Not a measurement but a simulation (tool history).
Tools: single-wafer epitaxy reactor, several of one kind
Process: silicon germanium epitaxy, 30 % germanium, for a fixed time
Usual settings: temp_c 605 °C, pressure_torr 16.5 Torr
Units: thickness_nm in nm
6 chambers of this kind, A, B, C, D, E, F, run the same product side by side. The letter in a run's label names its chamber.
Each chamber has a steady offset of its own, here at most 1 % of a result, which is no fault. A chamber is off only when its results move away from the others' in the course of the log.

| run | hour | temp_c | pressure_torr | read-back reference wafer on the same gauge, thickness_nm | thickness_nm |
|---|---|---|---|---|---|
| 1C | 9.7 | 605 | 16.5 | 50.332 | 60.113 |
| 2D | 19.5 | 605 | 16.5 | 50.321 | 59.223 |
| 3F | 27.2 | 605 | 16.5 | 50.334 | 60.183 |
| 4E | 35.2 | 605 | 16.5 | 50.233 | 59.843 |
| 5B | 42.7 | 605 | 16.5 | 50.260 | 60.266 |
|  | 47.0 | chamber B: capacitance manometer re-zeroed and calibrated |
|  | 47.6 | chamber D: pyrometer calibrated |
| 6A | 48.4 | 605 | 16.5 | 50.343 | 59.618 |
| 7A | 57.4 | 600 | 19.4 | 50.328 | 58.340 |
| 8E | 68.3 | 600 | 19.4 | 50.329 | 58.077 |
| 9B | 78.2 | 600 | 19.4 | 50.251 | 58.082 |
| 10F | 85.4 | 600 | 19.4 | 50.280 | 58.266 |
| 11C | 95.8 | 600 | 19.4 | 50.303 | 58.995 |
| 12D | 102.0 | 600 | 19.4 | 50.259 | 58.251 |
| 13E | 112.7 | 605 | 16.5 | 50.341 | 59.865 |
| 14A | 124.1 | 605 | 16.5 | 50.290 | 59.746 |
| 15B | 130.3 | 605 | 16.5 | 50.270 | 59.884 |
| 16C | 141.0 | 605 | 16.5 | 50.311 | 60.302 |
| 17F | 149.7 | 605 | 16.5 | 50.288 | 59.639 |
| 18D | 156.4 | 605 | 14.5 | 50.303 | 56.708 |
|  | 156.7 | chamber F: pyrometer calibrated |
| 19D | 161.6 | 605 | 14.5 | 50.319 | 56.852 |
|  | 163.6 | chamber E: capacitance manometer re-zeroed and calibrated |
| 20E | 169.5 | 605 | 14.5 | 50.293 | 56.610 |
| 21C | 176.9 | 605 | 14.5 | 50.269 | 57.432 |
| 22F | 186.9 | 605 | 14.5 | 50.302 | 56.895 |
| 23B | 197.0 | 605 | 14.5 | 50.335 | 57.177 |
| 24A | 207.4 | 605 | 16.5 | 50.281 | 59.978 |
| 25A | 215.4 | 605 | 16.5 | 50.309 | 59.850 |
| 26C | 221.9 | 605 | 16.5 | 50.303 | 60.266 |
| 27E | 229.1 | 605 | 16.5 | 50.254 | 59.079 |
| 28B | 235.5 | 605 | 16.5 | 50.343 | 60.014 |
| 29F | 240.6 | 605 | 16.5 | 50.302 | 60.130 |
| 30D | 247.6 | 605 | 16.5 | 50.301 | 59.647 |
| 31F | 258.1 | 605 | 16.5 | 50.283 | 59.883 |
| 32D | 269.1 | 605 | 16.5 | 50.286 | 59.700 |
| 33E | 274.8 | 605 | 16.5 | 50.302 | 59.699 |
| 34B | 284.2 | 605 | 16.5 | 50.267 | 59.712 |
| 35A | 295.3 | 605 | 16.5 | 50.289 | 59.866 |
| 36C | 301.2 | 605 | 16.5 | 50.303 | 60.229 |
| 37A | 310.8 | 605 | 16.5 | 50.312 | 59.746 |
| 38C | 321.9 | 605 | 16.5 | 50.248 | 60.028 |

What goes on in this fleet: one chamber off, a drifting gauge, or nothing beyond the chambers' own small offsets? Name the chamber and the cause, if any.

No chamber stands off beyond its own small offset, and the gauge holds steady.
